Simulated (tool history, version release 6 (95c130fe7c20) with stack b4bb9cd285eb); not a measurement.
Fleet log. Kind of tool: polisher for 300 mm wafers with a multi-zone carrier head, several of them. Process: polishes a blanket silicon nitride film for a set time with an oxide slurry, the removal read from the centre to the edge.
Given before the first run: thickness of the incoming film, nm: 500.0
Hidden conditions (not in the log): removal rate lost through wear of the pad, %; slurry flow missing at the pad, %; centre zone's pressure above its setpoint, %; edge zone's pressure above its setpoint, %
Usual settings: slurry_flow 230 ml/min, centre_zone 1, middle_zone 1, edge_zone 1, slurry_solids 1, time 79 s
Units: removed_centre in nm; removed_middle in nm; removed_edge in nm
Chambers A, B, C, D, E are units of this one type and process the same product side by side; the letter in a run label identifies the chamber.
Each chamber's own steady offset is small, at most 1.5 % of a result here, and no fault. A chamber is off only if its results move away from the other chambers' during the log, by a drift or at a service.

run   hour  slurry_flow  centre_zone  middle_zone  edge_zone  slurry_solids  time  wafers polished on this pad  hours since the slurry nozzle was cleaned  hours since the centre zone pressure was calibrated  hours since the edge zone pressure was calibrated  removed_centre  removed_middle  removed_edge
 1C    7.3          230            1            1          1              1    79                          792                                      187.5                                                183.9                                             1006.8          55.107          55.096        55.726
       9.5  -- chamber C: worn pad replaced by a new one
      17.1  -- chamber A: worn pad replaced by a new one
      18.9  -- chamber A: centre zone pressure recalibrated
 2E   19.6          230            1            1          1              1    79                          638                                      716.9                                                107.7                                              391.8          55.852          55.426        55.503
        27  -- chamber B: worn pad replaced by a new one
 3D   29.2          230            1            1          1              1    79                         1348                                       51.1                                                671.5                                              559.8          55.852          55.694        55.064
      32.1  -- chamber D: worn pad replaced by a new one
 4A   37.6          230            1            1          1              1    79                          253                                      290.7                                                 18.8                                              208.6          55.362          55.155        57.181
 5B   48.7          230            1            1          1              1    79                          267                                      903.4                                                  256                                              428.4          55.238          54.801        55.552
 6B   59.4          230            1            1          1              1    79                          398                                      914.1                                                266.7                                              439.1          55.628          55.556        55.978
 7D   73.3          230            1            1          1              1    79                          507                                       95.2                                                715.6                                              603.9          55.695           55.75        55.584
      80.2  -- chamber E: worn pad replaced by a new one
      80.3  -- chamber A: worn pad replaced by a new one
 8A   82.3          230            1            1          1              1    79                           25                                      335.4                                                 63.5                                              253.3          55.056          55.586        56.411
      86.4  -- chamber C: worn pad replaced by a new one
      88.4  -- chamber D: edge zone pressure recalibrated
        91  -- chamber B: worn pad replaced by a new one
 9E   91.3          230            1            1          1              1    79                          136                                      788.6                                                179.4                                              463.5          55.462          56.108        54.774
10C  102.7          230            1            1       1.04           1.15    79                          200                                      282.9                                                279.3                                             1102.2          58.805          59.375        59.411
11E  113.2          230            1            1       1.04           1.15    79                          406                                      810.5                                                201.3                                              485.4          58.751          59.986        61.047
     113.4  -- chamber B: slurry nozzle cleaned
     126.4  -- chamber D: worn pad replaced by a new one
12A  128.6          230            1            1       1.04           1.15    79                          595                                      381.7                                                109.8                                              299.6          58.732           58.92        60.447
13D    144          230            1            1       1.04           1.15    79                          216                                      165.9                                                786.3                                               55.7           59.05          59.371        60.334
     149.9  -- chamber A: worn pad replaced by a new one
     151.8  -- chamber E: slurry nozzle cleaned
14C  151.8          230            1            1       1.04           1.15    79                          804                                        332                                                328.4                                             1151.3          58.885          58.966        60.811
     154.2  -- chamber B: worn pad replaced by a new one
15B  162.4          230            1            1          1              1    79                          100                                         49                                                369.7                                              542.1          55.279          55.837        55.894
     165.4  -- chamber C: worn pad replaced by a new one
16E  176.2          170            1            1          1              1    79                         1181                                       24.5                                                264.3                                              548.4          52.339          53.746         53.06
     178.1  -- chamber E: worn pad replaced by a new one
17A    189          170            1            1          1              1    79                          481                                      442.1                                                170.2                                                360          52.836           52.71        53.855
     189.9  -- chamber C: edge zone pressure recalibrated
18D  199.2          170            1            1          1              1    79                          895                                      221.1                                                841.5                                              110.9          52.348          53.705        53.134
19B  207.6          170            1            1          1              1    79                          657                                       94.2                                                414.9                                              587.3           52.58          52.514         54.59
     211.2  -- chamber E: edge zone pressure recalibrated
20C  216.6          170            1            1          1              1    79                          630                                      396.8                                                393.2                                               26.8          52.138          52.448        52.719
     217.5  -- chamber B: worn pad replaced by a new one
     221.9  -- chamber D: worn pad replaced by a new one
     222.1  -- chamber A: worn pad replaced by a new one
21B  229.3          230            1            1       0.94              1    79                          145                                      115.9                                                436.6                                                609          54.913          55.465        54.023
22A  240.9          230            1            1       0.94              1    79                          232                                        494                                                222.1                                              411.9          55.211          55.649        53.626
     244.1  -- chamber C: worn pad replaced by a new one
23E  247.7          230            1            1       0.94              1    79                          856                                         96                                                335.8                                               36.6          55.124          56.026        53.638
24D  255.9          230            1            1       0.94              1    79                          419                                      277.8                                                898.2                                              167.6          55.461          55.572        53.506
25C  271.2          230            1            1       0.94              1    79                          333                                      451.4                                                447.8                                               81.4          54.493          55.631        53.809
26E  280.8          230            1            1          1              1    79                         1263                                      129.1                                                368.9                                               69.7          55.652          55.882        55.188
     285.9  -- chamber B: worn pad replaced by a new one
     293.5  -- chamber E: worn pad replaced by a new one
27B  295.4          230            1            1          1              1    79                          116                                        182                                                502.7                                              675.1          55.854          55.367        55.572
       298  -- chamber A: worn pad replaced by a new one
     299.4  -- chamber C: slurry nozzle cleaned
28C  304.1          205            1         1.09          1              1    79                          738                                        4.8                                                480.7                                              114.3          53.914          58.642        55.522
     309.9  -- chamber C: worn pad replaced by a new one
     310.1  -- chamber D: worn pad replaced by a new one
29A  316.8          205            1         1.09          1              1    79                          231                                      569.9                                                  298                                              487.8          54.672          58.896        55.438
30D  325.6          205            1         1.09          1              1    79                          191                                      347.5                                                967.9                                              237.3           53.97          59.295        55.037
31D  340.1          205            1         1.09          1              1    79                          369                                        362                                                982.4                                              251.8          54.695          59.367        55.576
32C  351.7          205            1         1.09          1              1    79                          515                                       52.4                                                528.3                                              161.9          54.034          59.285        53.991
33A  359.5          230            1            1          1              1    79                          757                                      612.6                                                340.7                                              530.5          55.318           55.81         55.57
34E  366.3          230         0.88            1          1              1    79                          896                                      214.6                                                454.4                                              155.2          47.968          56.038        55.796

Decide between three cases: one chamber stands off from its peers, the gauge reading all wafers drifts, or nothing is wrong past each chamber's small offset. Where a chamber is off, say which and what most likely put it there.

No chamber stands off beyond its own small offset, and the gauge holds steady.

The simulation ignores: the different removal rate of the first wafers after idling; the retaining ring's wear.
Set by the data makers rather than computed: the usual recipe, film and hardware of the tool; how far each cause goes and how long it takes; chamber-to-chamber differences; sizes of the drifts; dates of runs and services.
